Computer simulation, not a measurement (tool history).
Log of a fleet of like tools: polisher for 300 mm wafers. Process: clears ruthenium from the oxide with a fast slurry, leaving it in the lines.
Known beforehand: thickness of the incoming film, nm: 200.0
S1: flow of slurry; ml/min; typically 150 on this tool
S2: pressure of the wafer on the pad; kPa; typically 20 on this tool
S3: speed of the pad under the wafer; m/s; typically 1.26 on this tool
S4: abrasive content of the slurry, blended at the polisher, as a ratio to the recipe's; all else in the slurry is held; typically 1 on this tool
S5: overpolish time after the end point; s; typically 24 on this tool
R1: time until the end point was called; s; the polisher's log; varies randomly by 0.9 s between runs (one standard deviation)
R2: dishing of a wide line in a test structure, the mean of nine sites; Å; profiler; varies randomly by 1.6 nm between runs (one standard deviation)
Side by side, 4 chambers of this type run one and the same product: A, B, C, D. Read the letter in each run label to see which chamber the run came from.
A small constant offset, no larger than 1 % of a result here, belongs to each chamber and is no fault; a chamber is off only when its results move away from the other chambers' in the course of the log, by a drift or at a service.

-- hour=8.3 chamber B: worn pad replaced by a new one
run 1C hour=10.8 | S1=150 S2=20 S3=1.26 S4=1 S5=24 | R1=45.791 R2=807.53
-- hour=14.5 chamber B: slurry blender recalibrated
-- hour=15.4 chamber D: slurry blender recalibrated
run 2D hour=22.1 | S1=150 S2=20 S3=1.26 S4=1 S5=24 | R1=44.45 R2=788.93
-- hour=26.7 chamber D: worn pad replaced by a new one
run 3A hour=27.3 | S1=150 S2=20 S3=1.26 S4=1 S5=24 | R1=44.381 R2=826.64
run 4B hour=33.4 | S1=150 S2=20 S3=1.26 S4=1 S5=24 | R1=44.907 R2=811
run 5B hour=42.6 | S1=150 S2=20 S3=1.26 S4=1 S5=24 | R1=45.199 R2=803.98
run 6D hour=51.5 | S1=150 S2=20 S3=1.26 S4=1 S5=24 | R1=45.411 R2=819.87
run 7C hour=58.9 | S1=150 S2=20 S3=1.26 S4=1 S5=24 | R1=47.437 R2=769.69
-- hour=62.1 chamber A: worn pad replaced by a new one
run 8A hour=70.3 | S1=150 S2=20 S3=1.26 S4=1.15 S5=24 | R1=42.219 R2=809.16
run 9B hour=77.9 | S1=150 S2=20 S3=1.26 S4=1.15 S5=24 | R1=43.558 R2=825.23
run 10A hour=88.4 | S1=150 S2=20 S3=1.26 S4=1.15 S5=24 | R1=40.462 R2=882.78
run 11D hour=94.6 | S1=150 S2=20 S3=1.26 S4=1.15 S5=24 | R1=42.14 R2=863.25
run 12C hour=100.3 | S1=150 S2=20 S3=1.26 S4=1 S5=24 | R1=47.383 R2=766.72
run 13D hour=111.7 | S1=150 S2=20 S3=1.26 S4=1 S5=24 | R1=45.144 R2=795.34
-- hour=114.4 chamber B: worn pad replaced by a new one
run 14C hour=120.5 | S1=150 S2=20 S3=1.26 S4=1 S5=24 | R1=47.722 R2=784.96
run 15A hour=127.2 | S1=150 S2=20 S3=1.26 S4=1 S5=24 | R1=45.155 R2=793.92
-- hour=132.4 chamber A: slurry blender recalibrated
run 16B hour=138.7 | S1=150 S2=20 S3=1.26 S4=1 S5=24 | R1=46.202 R2=779.03
-- hour=140.6 chamber A: worn pad replaced by a new one
run 17C hour=145.3 | S1=150 S2=20 S3=1.26 S4=1 S5=24 | R1=48.882 R2=735.68
run 18B hour=150.5 | S1=150 S2=20 S3=1.26 S4=1 S5=24 | R1=45.254 R2=788.74
run 19D hour=158.7 | S1=150 S2=20 S3=1.26 S4=1 S5=24 | R1=43.031 R2=808.14
run 20A hour=165.8 | S1=150 S2=20 S3=1.26 S4=1 S5=24 | R1=43.577 R2=813.12
run 21D hour=174.6 | S1=150 S2=20 S3=1.26 S4=1 S5=24 | R1=43.916 R2=793.54
-- hour=178.3 chamber D: slurry nozzle cleaned
-- hour=178.5 chamber C: worn pad replaced by a new one
run 22B hour=184 | S1=150 S2=20 S3=1.26 S4=1 S5=24 | R1=46.202 R2=815.02
run 23C hour=191.3 | S1=150 S2=20 S3=1.26 S4=1 S5=24 | R1=49.909 R2=750.45
run 24A hour=202.7 | S1=150 S2=20 S3=1.26 S4=1 S5=24 | R1=43.12 R2=814.04
run 25C hour=208.2 | S1=150 S2=20 S3=1.26 S4=1 S5=24 | R1=50.844 R2=717.6
-- hour=214.7 chamber D: worn pad replaced by a new one
run 26A hour=215.3 | S1=150 S2=20 S3=1.26 S4=1 S5=24 | R1=44.019 R2=802.54
-- hour=216.8 chamber B: head pressure recalibrated
-- hour=219.4 chamber B: worn pad replaced by a new one
run 27D hour=220.9 | S1=150 S2=20 S3=1.26 S4=1 S5=24 | R1=44.222 R2=838.63
-- hour=226.4 chamber A: worn pad replaced by a new one
run 28B hour=230.8 | S1=150 S2=20 S3=1.26 S4=1 S5=24 | R1=45.007 R2=824.12
run 29A hour=237.3 | S1=150 S2=20 S3=1.26 S4=1 S5=24 | R1=43.739 R2=856.69
run 30D hour=245.4 | S1=150 S2=20 S3=1.26 S4=1 S5=24 | R1=45.613 R2=820.83
run 31C hour=256.6 | S1=150 S2=20 S3=1.26 S4=1 S5=24 | R1=51.17 R2=703.42
-- hour=257 chamber A: head pressure recalibrated
run 32B hour=267.8 | S1=150 S2=20 S3=1.26 S4=1 S5=24 | R1=45.891 R2=788.91
run 33D hour=276.9 | S1=150 S2=20 S3=1.26 S4=1 S5=24 | R1=44.106 R2=803.61
run 34A hour=283.9 | S1=150 S2=23.4 S3=1.26 S4=1 S5=12 | R1=38.753 R2=513.54
run 35B hour=291.8 | S1=150 S2=23.4 S3=1.26 S4=1 S5=12 | R1=37.541 R2=495.56
run 36C hour=302.1 | S1=150 S2=23.4 S3=1.26 S4=1 S5=12 | R1=46.84 R2=419.56
run 37B hour=310.6 | S1=150 S2=23.4 S3=1.26 S4=1 S5=12 | R1=39.64 R2=507.02
run 38D hour=316 | S1=150 S2=20 S3=1.26 S4=1 S5=24 | R1=44.463 R2=816.97
run 39C hour=325.5 | S1=150 S2=20 S3=1.26 S4=1 S5=24 | R1=54.915 R2=680.03

Next, all 4 chambers run the settings below, one line each with question marks for the results. What does each chamber give?
run 40A hour=333.9 | S1=150 S2=20 S3=1.26 S4=1 S5=24 | R1=? R2=?
run 40B hour=333.9 | S1=150 S2=20 S3=1.26 S4=1 S5=24 | R1=? R2=?
run 40C hour=333.9 | S1=150 S2=20 S3=1.26 S4=1 S5=24 | R1=? R2=?
run 40D hour=333.9 | S1=150 S2=20 S3=1.26 S4=1 S5=24 | R1=? R2=?

run=40A R1=45.133 R2=824.73
run=40B R1=46.998 R2=801.07
run=40C R1=55.146 R2=684.61
run=40D R1=45.022 R2=803.09
